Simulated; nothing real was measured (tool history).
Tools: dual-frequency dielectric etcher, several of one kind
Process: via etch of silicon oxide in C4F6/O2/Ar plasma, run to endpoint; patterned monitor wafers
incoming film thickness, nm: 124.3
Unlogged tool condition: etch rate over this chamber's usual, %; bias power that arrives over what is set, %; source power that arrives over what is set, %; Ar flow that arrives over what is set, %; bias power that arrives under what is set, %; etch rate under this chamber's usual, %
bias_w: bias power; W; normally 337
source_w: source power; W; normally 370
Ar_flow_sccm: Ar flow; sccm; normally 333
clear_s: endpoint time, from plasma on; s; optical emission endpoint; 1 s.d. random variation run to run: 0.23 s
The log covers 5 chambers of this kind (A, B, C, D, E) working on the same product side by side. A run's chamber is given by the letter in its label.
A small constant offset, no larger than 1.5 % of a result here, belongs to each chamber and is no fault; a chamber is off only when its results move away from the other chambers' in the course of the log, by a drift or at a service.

| run | hour | bias_w | source_w | Ar_flow_sccm | hours since the last wet clean | hours since the last bias power generator calibration | hours since the last source power generator calibration | hours since the last Ar flow controller change | clear_s |
|---|---|---|---|---|---|---|---|---|---|
| 1D | 6.9 | 337 | 370 | 333 | 250.8 | 2189.6 | 1166.6 | 3014.3 | 33.334 |
|  | 10.8 | chamber D: bias power generator calibrated |
| 2C | 13.1 | 337 | 370 | 333 | 230.1 | 801.0 | 1780.1 | 988.1 | 32.754 |
| 3E | 19.1 | 337 | 370 | 333 | 115.8 | 1403.3 | 2521.4 | 665.8 | 32.353 |
| 4B | 29.9 | 337 | 370 | 333 | 350.4 | 126.2 | 628.1 | 2788.5 | 32.465 |
| 5A | 39.3 | 337 | 370 | 333 | 186.5 | 717.8 | 3478.5 | 453.5 | 32.707 |
| 6B | 46.0 | 337 | 370 | 333 | 366.5 | 142.3 | 644.2 | 2804.6 | 32.509 |
| 7E | 51.8 | 337 | 370 | 333 | 148.5 | 1436.0 | 2554.1 | 698.5 | 32.932 |
|  | 57.3 | chamber C: source power generator calibrated |
| 8A | 62.7 | 337 | 370 | 333 | 209.9 | 741.2 | 3501.9 | 476.9 | 32.803 |
| 9C | 71.2 | 337 | 370 | 333 | 288.2 | 859.1 | 14.0 | 1046.2 | 32.800 |
| 10D | 77.4 | 337 | 370 | 333 | 321.3 | 66.7 | 1237.1 | 3084.8 | 33.075 |
| 11C | 82.9 | 337 | 370 | 333 | 299.9 | 870.8 | 25.7 | 1057.9 | 32.916 |
| 12D | 94.0 | 399 | 370 | 333 | 337.9 | 83.3 | 1253.7 | 3101.4 | 31.203 |
| 13A | 102.6 | 399 | 370 | 333 | 249.8 | 781.1 | 3541.8 | 516.8 | 31.233 |
| 14B | 111.6 | 399 | 370 | 333 | 432.1 | 207.9 | 709.8 | 2870.2 | 30.746 |
| 15E | 123.3 | 399 | 370 | 333 | 220.0 | 1507.5 | 2625.6 | 770.0 | 31.433 |
| 16E | 135.0 | 399 | 370 | 333 | 231.7 | 1519.2 | 2637.3 | 781.7 | 31.455 |
|  | 137.8 | chamber D: wet clean of the chamber |
| 17C | 141.2 | 337 | 370 | 333 | 358.2 | 929.1 | 84.0 | 1116.2 | 32.902 |
| 18B | 149.9 | 337 | 370 | 333 | 470.4 | 246.2 | 748.1 | 2908.5 | 32.566 |
| 19D | 155.0 | 337 | 370 | 333 | 17.3 | 144.3 | 1314.7 | 3162.4 | 33.255 |
| 20A | 162.3 | 337 | 370 | 411 | 309.5 | 840.8 | 3601.5 | 576.5 | 33.522 |
| 21A | 167.5 | 337 | 370 | 411 | 314.7 | 846.0 | 3606.7 | 581.7 | 33.644 |
| 22C | 175.1 | 337 | 370 | 411 | 392.1 | 963.0 | 117.9 | 1150.1 | 33.738 |
|  | 175.3 | chamber A: source power generator calibrated |
| 23B | 186.3 | 337 | 370 | 411 | 506.8 | 282.6 | 784.5 | 2944.9 | 33.701 |
|  | 187.0 | chamber B: Ar flow controller replaced |
| 24D | 191.9 | 337 | 370 | 411 | 54.2 | 181.2 | 1351.6 | 3199.3 | 33.934 |
| 25E | 203.7 | 337 | 460 | 381 | 300.4 | 1587.9 | 2706.0 | 850.4 | 32.070 |
| 26C | 214.8 | 337 | 460 | 381 | 431.8 | 1002.7 | 157.6 | 1189.8 | 31.060 |
| 27D | 220.0 | 337 | 460 | 381 | 82.3 | 209.3 | 1379.7 | 3227.4 | 30.596 |
| 28B | 231.6 | 337 | 460 | 381 | 552.1 | 327.9 | 829.8 | 44.6 | 30.454 |
| 29E | 239.0 | 337 | 460 | 381 | 335.7 | 1623.2 | 2741.3 | 885.7 | 31.707 |
| 30A | 249.6 | 337 | 370 | 388 | 396.8 | 928.1 | 74.4 | 663.8 | 33.959 |
| 31D | 255.2 | 337 | 370 | 388 | 117.5 | 244.5 | 1414.9 | 3262.6 | 33.329 |
| 32E | 263.3 | 337 | 370 | 388 | 360.0 | 1647.5 | 2765.6 | 910.0 | 34.861 |
| 33C | 271.3 | 337 | 370 | 388 | 488.3 | 1059.2 | 214.1 | 1246.3 | 33.390 |
| 34B | 281.2 | 337 | 370 | 388 | 601.7 | 377.5 | 879.4 | 94.2 | 33.277 |
| 35A | 288.9 | 337 | 370 | 333 | 436.1 | 967.4 | 113.7 | 703.1 | 33.234 |
|  | 295.1 | chamber C: wet clean of the chamber |
| 36A | 297.0 | 337 | 370 | 333 | 444.2 | 975.5 | 121.8 | 711.2 | 32.810 |
| 37C | 302.2 | 337 | 370 | 333 | 7.1 | 1090.1 | 245.0 | 1277.2 | 33.008 |

One chamber off, gauge drift, or nothing amiss beyond the chambers' own small offsets? If it is a chamber, which one, and what is the likeliest cause?

Little by little, chamber E moves away from the other chambers.
Most likely cause: etch rate under this chamber's usual, % = 5.02.

Which of the 4 candidates below, each the usual settings with something changed and its results left as question marks, puts chamber E back in line with what the other chambers give on the usual settings?
In-line tolerance around the mean of the other chambers on the usual settings: clear_s 0.790 s
| 38E-1 | 310.7 | 360 | 400 | 326 |  |  |  |  | ? |
| 38E-2 | 310.7 | 337 | 470 | 305 |  |  |  |  | ? |
| 38E-3 | 310.7 | 289 | 320 | 348 |  |  |  |  | ? |
| 38E-4 | 310.7 | 337 | 320 | 346 |  |  |  |  | ? |

Usual-settings mean across the other chambers: clear_s 32.941 s
| run | clear_s |
|---|---|
| 38E-1 | 32.791 |
| 38E-2 | 31.359 |
| 38E-3 | 38.736 |
| 38E-4 | 36.702 |
38E-1 puts the chamber back in line with the other chambers.
